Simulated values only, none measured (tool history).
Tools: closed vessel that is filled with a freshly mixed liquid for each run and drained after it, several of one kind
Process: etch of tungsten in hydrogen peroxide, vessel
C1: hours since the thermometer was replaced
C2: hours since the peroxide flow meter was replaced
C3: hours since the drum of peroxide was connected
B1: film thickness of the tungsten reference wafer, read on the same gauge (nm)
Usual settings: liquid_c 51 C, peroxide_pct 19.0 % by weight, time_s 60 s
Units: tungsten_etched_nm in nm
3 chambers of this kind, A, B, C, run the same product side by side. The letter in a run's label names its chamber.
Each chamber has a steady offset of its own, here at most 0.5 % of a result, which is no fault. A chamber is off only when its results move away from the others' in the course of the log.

Run 1B, hour 6.6: usual settings; C1 608.0; C2 162.4; C3 569.1; B1 79.964. Result: tungsten_etched_nm 172.700 nm.
Run 2A, hour 9.6: usual settings; C1 1979.6; C2 1636.1; C3 152.0; B1 79.980. Result: tungsten_etched_nm 169.900 nm.
Run 3C, hour 12.6: usual settings; C1 14.4; C2 603.7; C3 192.4; B1 79.996. Result: tungsten_etched_nm 172.670 nm.
Run 4A, hour 18.4: usual settings; C1 1988.4; C2 1644.9; C3 160.8; B1 80.016. Result: tungsten_etched_nm 172.890 nm.
Run 5C, hour 23.0: usual settings; C1 24.8; C2 614.1; C3 202.8; B1 80.008. Result: tungsten_etched_nm 172.440 nm.
Run 6B, hour 28.3: usual settings; C1 629.7; C2 184.1; C3 590.8; B1 79.971. Result: tungsten_etched_nm 175.210 nm.
Run 7A, hour 32.5: usual settings but liquid_c 58 C, time_s 30 s; C1 2002.5; C2 1659.0; C3 174.9; B1 80.020. Result: tungsten_etched_nm 129.260 nm.
Run 8C, hour 36.9: usual settings but liquid_c 58 C, time_s 30 s; C1 38.7; C2 628.0; C3 216.7; B1 80.045. Result: tungsten_etched_nm 132.960 nm.
Run 9B, hour 42.9: usual settings but liquid_c 58 C, time_s 30 s; C1 644.3; C2 198.7; C3 605.4; B1 80.003. Result: tungsten_etched_nm 131.740 nm.
Run 10A, hour 49.5: usual settings; C1 2019.5; C2 1676.0; C3 191.9; B1 79.971. Result: tungsten_etched_nm 173.010 nm.
Run 11B, hour 52.7: usual settings; C1 654.1; C2 208.5; C3 615.2; B1 79.997. Result: tungsten_etched_nm 172.950 nm.
Run 12C, hour 57.2: usual settings; C1 59.0; C2 648.3; C3 237.0; B1 80.003. Result: tungsten_etched_nm 172.010 nm.
Run 13B, hour 60.5: usual settings but peroxide_pct 21.5 % by weight; C1 661.9; C2 216.3; C3 623.0; B1 80.012. Result: tungsten_etched_nm 185.000 nm.
Run 14C, hour 65.2: usual settings but peroxide_pct 21.5 % by weight; C1 67.0; C2 656.3; C3 245.0; B1 80.012. Result: tungsten_etched_nm 185.370 nm.
Run 15A, hour 68.3: usual settings but peroxide_pct 21.5 % by weight; C1 2038.3; C2 1694.8; C3 210.7; B1 80.003. Result: tungsten_etched_nm 182.030 nm.
Run 16B, hour 73.2: usual settings; C1 674.6; C2 229.0; C3 635.7; B1 80.034. Result: tungsten_etched_nm 175.610 nm.
Run 17A, hour 78.7: usual settings; C1 2048.7; C2 1705.2; C3 221.1; B1 79.970. Result: tungsten_etched_nm 173.680 nm.
Run 18C, hour 84.8: usual settings; C1 86.6; C2 675.9; C3 264.6; B1 79.974. Result: tungsten_etched_nm 175.290 nm.
At hour 84.9: chamber B: new drum of peroxide connected.
Run 19A, hour 88.6: usual settings; C1 2058.6; C2 1715.1; C3 231.0; B1 80.041. Result: tungsten_etched_nm 171.600 nm.
Run 20B, hour 92.4: usual settings; C1 693.8; C2 248.2; C3 7.6; B1 79.971. Result: tungsten_etched_nm 170.920 nm.
Run 21C, hour 98.6: usual settings; C1 100.4; C2 689.7; C3 278.4; B1 80.018. Result: tungsten_etched_nm 171.490 nm.
Run 22B, hour 102.9: usual settings; C1 704.3; C2 258.7; C3 18.1; B1 80.000. Result: tungsten_etched_nm 174.100 nm.
Run 23A, hour 106.6: usual settings; C1 2076.6; C2 1733.1; C3 249.0; B1 80.019. Result: tungsten_etched_nm 172.760 nm.
At hour 110.9: chamber A: thermometer replaced.
Run 24C, hour 111.5: usual settings but time_s 35 s; C1 113.3; C2 702.6; C3 291.3; B1 80.026. Result: tungsten_etched_nm 99.904 nm.
Run 25A, hour 116.6: usual settings but time_s 35 s; C1 5.7; C2 1743.1; C3 259.0; B1 80.023. Result: tungsten_etched_nm 101.460 nm.
Run 26C, hour 120.5: usual settings but time_s 35 s; C1 122.3; C2 711.6; C3 300.3; B1 80.012. Result: tungsten_etched_nm 102.300 nm.
Run 27B, hour 126.1: usual settings; C1 727.5; C2 281.9; C3 41.3; B1 79.992. Result: tungsten_etched_nm 171.120 nm.
Run 28A, hour 130.1: usual settings; C1 19.2; C2 1756.6; C3 272.5; B1 80.040. Result: tungsten_etched_nm 172.410 nm.
Run 29C, hour 136.7: usual settings; C1 138.5; C2 727.8; C3 316.5; B1 79.993. Result: tungsten_etched_nm 172.940 nm.
Run 30B, hour 142.4: usual settings; C1 743.8; C2 298.2; C3 57.6; B1 80.004. Result: tungsten_etched_nm 174.180 nm.
Run 31C, hour 147.8: usual settings; C1 149.6; C2 738.9; C3 327.6; B1 80.007. Result: tungsten_etched_nm 173.160 nm.
Run 32A, hour 154.5: usual settings; C1 43.6; C2 1781.0; C3 296.9; B1 80.014. Result: tungsten_etched_nm 172.920 nm.
Run 33B, hour 158.7: usual settings; C1 760.1; C2 314.5; C3 73.9; B1 79.976. Result: tungsten_etched_nm 173.460 nm.
Run 34B, hour 162.0: usual settings; C1 763.4; C2 317.8; C3 77.2; B1 80.000. Result: tungsten_etched_nm 172.120 nm.
Run 35A, hour 167.0: usual settings; C1 56.1; C2 1793.5; C3 309.4; B1 80.028. Result: tungsten_etched_nm 175.210 nm.
Run 36C, hour 171.9: usual settings; C1 173.7; C2 763.0; C3 351.7; B1 80.018. Result: tungsten_etched_nm 174.780 nm.
Run 37A, hour 177.7: usual settings; C1 66.8; C2 1804.2; C3 320.1; B1 80.025. Result: tungsten_etched_nm 175.090 nm.
Run 38C, hour 183.4: usual settings; C1 185.2; C2 774.5; C3 363.2; B1 80.004. Result: tungsten_etched_nm 172.400 nm.
Run 39B, hour 188.0: usual settings; C1 789.4; C2 343.8; C3 103.2; B1 79.986. Result: tungsten_etched_nm 173.390 nm.
Run 40B, hour 191.8: usual settings; C1 793.2; C2 347.6; C3 107.0; B1 79.997. Result: tungsten_etched_nm 172.880 nm.

Next, every chamber runs the same settings. What will each give?
Run 41A, hour 196.6: usual settings but time_s 85 s. Result: tungsten_etched_nm ?.
Run 41B, hour 196.6: usual settings but time_s 85 s. Result: tungsten_etched_nm ?.
Run 41C, hour 196.6: usual settings but time_s 85 s. Result: tungsten_etched_nm ?.

run  tungsten_etched_nm
41A             244.520
41B             242.600
41C             243.550

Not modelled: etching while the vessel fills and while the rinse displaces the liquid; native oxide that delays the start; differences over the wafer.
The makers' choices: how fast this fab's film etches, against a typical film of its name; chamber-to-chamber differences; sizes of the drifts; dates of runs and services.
